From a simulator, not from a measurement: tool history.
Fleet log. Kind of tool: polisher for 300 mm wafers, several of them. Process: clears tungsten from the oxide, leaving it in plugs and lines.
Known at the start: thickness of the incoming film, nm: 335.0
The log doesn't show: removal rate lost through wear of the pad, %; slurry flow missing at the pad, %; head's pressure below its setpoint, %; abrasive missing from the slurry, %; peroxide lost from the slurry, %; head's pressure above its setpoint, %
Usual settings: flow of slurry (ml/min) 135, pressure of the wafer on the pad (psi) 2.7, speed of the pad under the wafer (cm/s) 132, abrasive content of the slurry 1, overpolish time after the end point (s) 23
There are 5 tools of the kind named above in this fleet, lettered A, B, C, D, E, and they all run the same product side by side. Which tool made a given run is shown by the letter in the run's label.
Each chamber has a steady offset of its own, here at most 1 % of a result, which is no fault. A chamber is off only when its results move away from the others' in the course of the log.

run	hour	flow of slurry (ml/min)	pressure of the wafer on the pad (psi)	speed of the pad under the wafer (cm/s)	abrasive content of the slurry	overpolish time after the end point (s)	wafers polished on this pad	hours since the slurry nozzle was cleaned	hours since the head pressure was calibrated	hours since the slurry blender was calibrated	hours since the slurry got fresh peroxide	time until the end point was called (s)
1A	5	135	2.7	132	1	23	81	267	295.8	8.4	33.5	73.192
# hour 7.3: chamber B: worn pad replaced by a new one
2C	9.6	135	2.7	132	1	23	687	26.7	766.7	101	140.6	72.423
3D	14.7	135	2.7	132	1	23	240	506	260.3	104.7	188.6	75.067
# hour 16.5: chamber C: slurry tank refilled with fresh slurry and peroxide
4E	18.2	135	2.7	132	1	23	255	563.3	521.3	398	28.5	72.805
# hour 19.3: chamber D: slurry tank refilled with fresh slurry and peroxide
5B	24.8	135	2.7	132	1	23	236	122.7	178.8	142.5	89.6	73.282
6E	31.6	135	2.7	132	1	23	436	576.7	534.7	411.4	41.9	72.842
7A	35.5	135	2.7	132	1	23	492	297.5	326.3	38.9	64	73.624
# hour 36.4: chamber E: slurry blender recalibrated
# hour 42.6: chamber B: slurry blender recalibrated
8D	42.7	135	2.7	132	1	23	617	534	288.3	132.7	23.4	73.073
9C	47.1	135	2.7	132	1	23	1193	64.2	804.2	138.5	30.6	71.259
# hour 48.7: chamber A: worn pad replaced by a new one
# hour 51.4: chamber B: slurry tank refilled with fresh slurry and peroxide
# hour 54.6: chamber D: slurry nozzle cleaned
10B	54.6	135	2.7	106	1	23	637	152.5	208.6	12.1	3.3	91.949
11B	60.1	135	2.7	106	1	23	712	158	214.1	17.6	8.8	91.325
# hour 61.5: chamber D: worn pad replaced by a new one
# hour 63.5: chamber C: worn pad replaced by a new one
12D	64.7	135	2.7	106	1	23	43	10.1	310.3	154.7	45.4	90.95
13A	70.3	135	2.7	106	1	23	292	332.3	361.1	73.7	98.8	92.18
14E	73.9	135	2.7	106	1	23	1006	619	577	37.5	84.2	92.709
15C	79.2	135	2.7	132	1	23	212	96.3	836.3	170.6	62.7	74.013
16E	85.9	135	2.7	132	1	23	1168	631	589	49.5	96.2	71.651
# hour 90.1: chamber B: worn pad replaced by a new one
17C	92.5	135	2.7	132	1	23	391	109.6	849.6	183.9	76	71.918
# hour 92.8: chamber E: head pressure recalibrated
# hour 96: chamber A: worn pad replaced by a new one
18A	97.6	135	2.7	132	1	23	22	359.6	388.4	101	126.1	75.407
# hour 99.8: chamber E: worn pad replaced by a new one
19D	102.3	135	2.7	132	0.8	23	550	47.7	347.9	192.3	83	77.667
20B	108	135	2.7	132	0.8	23	241	205.9	262	65.5	56.7	78.847
21A	115.1	135	2.7	132	0.8	23	258	377.1	405.9	118.5	143.6	81.213
# hour 122: chamber D: slurry blender recalibrated
22E	122.4	135	2.7	132	0.8	23	305	667.5	29.6	86	132.7	78.71
# hour 129: chamber D: worn pad replaced by a new one
23C	130	135	2.7	132	0.8	23	897	147.1	887.1	221.4	113.5	77.466
24D	134.9	135	2.7	132	1	23	80	80.3	380.5	12.9	115.6	70.077
# hour 141.4: chamber E: slurry nozzle cleaned
25B	142.4	135	3.3	132	1	23	705	240.3	296.4	99.9	91.1	60.261
# hour 145.2: chamber A: worn pad replaced by a new one
# hour 145.2: chamber B: slurry tank refilled with fresh slurry and peroxide
26A	149	135	3.3	132	1	23	51	411	439.8	152.4	177.5	64.12
# hour 149.3: chamber C: slurry blender recalibrated
27C	155.1	135	3.3	132	1	23	1235	172.2	912.2	5.8	138.6	60.064
28E	160.2	135	3.3	132	1	23	815	18.8	67.4	123.8	170.5	60.509
29D	164.9	135	3.3	132	1	23	484	110.3	410.5	42.9	145.6	60.985
# hour 165.2: chamber E: slurry tank refilled with fresh slurry and peroxide
30B	170.5	135	2.7	132	1	23	1084	268.4	324.5	128	25.4	73.715
# hour 171.8: chamber C: head pressure recalibrated
# hour 174.5: chamber B: slurry nozzle cleaned
31C	175	135	2.7	132	1	23	1503	192.1	3.2	25.7	158.5	73.08
# hour 177.3: chamber B: worn pad replaced by a new one
32E	180.3	135	2.7	132	1	23	1086	38.9	87.5	143.9	15.2	71.29
33B	184.2	135	2.7	132	1	23	93	9.7	338.2	141.7	39.1	73.458
# hour 187.1: chamber A: slurry blender recalibrated
34D	191.5	135	2.7	132	1	23	843	136.9	437.1	69.5	172.2	72.838
35A	195.2	135	2.7	132	1	23	674	457.2	486	8.1	223.7	83.692
36B	202.2	135	2.7	132	1.2	23	336	27.7	356.2	159.7	57.1	69.604

Read the log: is a single chamber off, either drifting away or since a service, is the gauge that measures every chamber drifting, or is nothing wrong beyond small per-chamber offsets? Name any odd chamber and what most likely caused it.

One chamber, A, drifts off from the rest bit by bit.
Cause: peroxide lost from the slurry, % = 31.4.
With only this log, it may be confused with: slurry flow missing at the pad, %; head's pressure below its setpoint, %.

Chamber A could run next with any of the 4 candidate recipes listed below; each alters the usual settings, and their results appear as question marks. Which one brings its results back in line with what the other chambers deliver on the usual settings?
In line means no further than this from the other chambers' mean on the usual settings: time until the end point was called (s) 3.8
37A-1	207.7	135	2.4	116	1	23						?
37A-2	207.7	135	2.5	122	1	23						?
37A-3	207.7	135	2.9	142	1	23						?
37A-4	207.7	140	3	150	1	23						?

Mean of the other chambers on the usual settings: time until the end point was called (s) 73.206
run	time until the end point was called (s)
37A-1	108.59
37A-2	99.113
37A-3	73.389
37A-4	66.704
37A-3 brings the chamber back in line.
